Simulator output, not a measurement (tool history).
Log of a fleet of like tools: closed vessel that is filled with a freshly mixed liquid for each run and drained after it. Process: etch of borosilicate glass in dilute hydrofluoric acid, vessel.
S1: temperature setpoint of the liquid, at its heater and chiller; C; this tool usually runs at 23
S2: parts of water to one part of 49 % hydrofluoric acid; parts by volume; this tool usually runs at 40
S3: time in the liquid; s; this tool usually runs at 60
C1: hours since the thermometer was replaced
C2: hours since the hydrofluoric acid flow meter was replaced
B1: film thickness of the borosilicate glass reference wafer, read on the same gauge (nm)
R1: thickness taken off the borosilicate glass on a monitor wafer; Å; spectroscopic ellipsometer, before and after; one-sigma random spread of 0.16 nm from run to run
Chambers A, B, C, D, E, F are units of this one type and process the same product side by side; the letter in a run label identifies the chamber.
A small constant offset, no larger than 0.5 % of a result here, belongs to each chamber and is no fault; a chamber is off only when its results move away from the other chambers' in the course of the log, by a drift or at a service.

run   hour    S1  S2  S3      C1      C2      B1      R1
 1A    5.8    23  40  60  1559.9   576.2  79.985  444.66
 2C   13.5    23  40  60   817.8   915.2   80.01  446.44
 3E   21.8    23  40  60  1241.8    93.8  80.004  444.11
 4D   26.5    23  40  60   411.9   386.5  79.981  443.97
 5F   32.8    23  50  30   390.6  1719.2   80.01  174.57
 6B   41.8    23  50  30     431   868.6  79.997  174.85
 7B   50.5    23  50  30   439.7   877.3  79.986  174.16
 8D   57.1    23  50  30   442.5   417.1  79.983  174.88
 9F   64.8    23  50  30   422.6  1751.2  79.996  175.04
10E   70.3    23  50  30  1290.3   142.3   80.01  174.28
11C   80.4    23  40  60   884.7   982.1  79.995  446.83
12A   88.3    23  40  60  1642.4   658.7  80.019  443.16
      92.3  -- chamber C: hydrofluoric acid flow meter replaced
13D   95.2    23  40  60   480.6   455.2  79.992  445.54
14A  102.1    23  40  60  1656.2   672.5  79.996  442.76
     105.5  -- chamber A: hydrofluoric acid flow meter replaced
15E    110    23  40  60    1330     182  80.004  444.97
16C  115.3    23  40  60   919.6    23.1  79.977   445.3
17B    124    23  40  60   513.2   950.8  79.984  444.66
18F  131.5    23  40  60   489.3  1817.9  80.019  446.11
19F  136.2    23  40  60     494  1822.6  79.999  441.77
20B  140.6  20.5  40  50   529.8   967.4  80.008  331.04
21E  147.6  20.5  40  50  1367.6   219.6  79.993   332.9
22D  156.5  20.5  40  50   541.9   516.5  80.002  332.91
     157.4  -- chamber E: thermometer replaced
     162.8  -- chamber D: hydrofluoric acid flow meter replaced
23C  165.1  20.5  40  50   969.4    72.9  80.001  334.04
24A  170.3  20.5  40  50  1724.4    64.8  79.999  333.15
25D  176.2  20.5  40  50   561.6    13.4  80.005  333.31
26C    184    23  40  60   988.3    91.8  79.995   445.3
27F  193.9  21.5  40  45   551.7  1880.3  79.992  313.18
28B  198.5  21.5  40  45   587.7  1025.3  80.008  312.99
29A    203  21.5  40  45  1757.1    97.5  79.996  313.41
30E  209.7  21.5  40  45    52.3   281.7   79.99  310.69
31B    217  21.5  40  45   606.2  1043.8  80.006  311.96
32A  221.5  21.5  40  45  1775.6     116  80.005  313.22
33F  226.1    23  40  60   583.9  1912.5  80.012   442.5
34E  235.9    23  40  60    78.5   307.9  80.001  441.83
35D  245.7    23  40  60   631.1    82.9  80.006  444.53
36C  251.4    23  40  60  1055.7   159.2  79.999   445.1

Is one chamber off against the others, does the gauge drift, or is nothing wrong? If a chamber is off, say which, and what the likeliest cause is.

All chambers stay in line apart from their small fixed offsets, and the gauge does not drift.
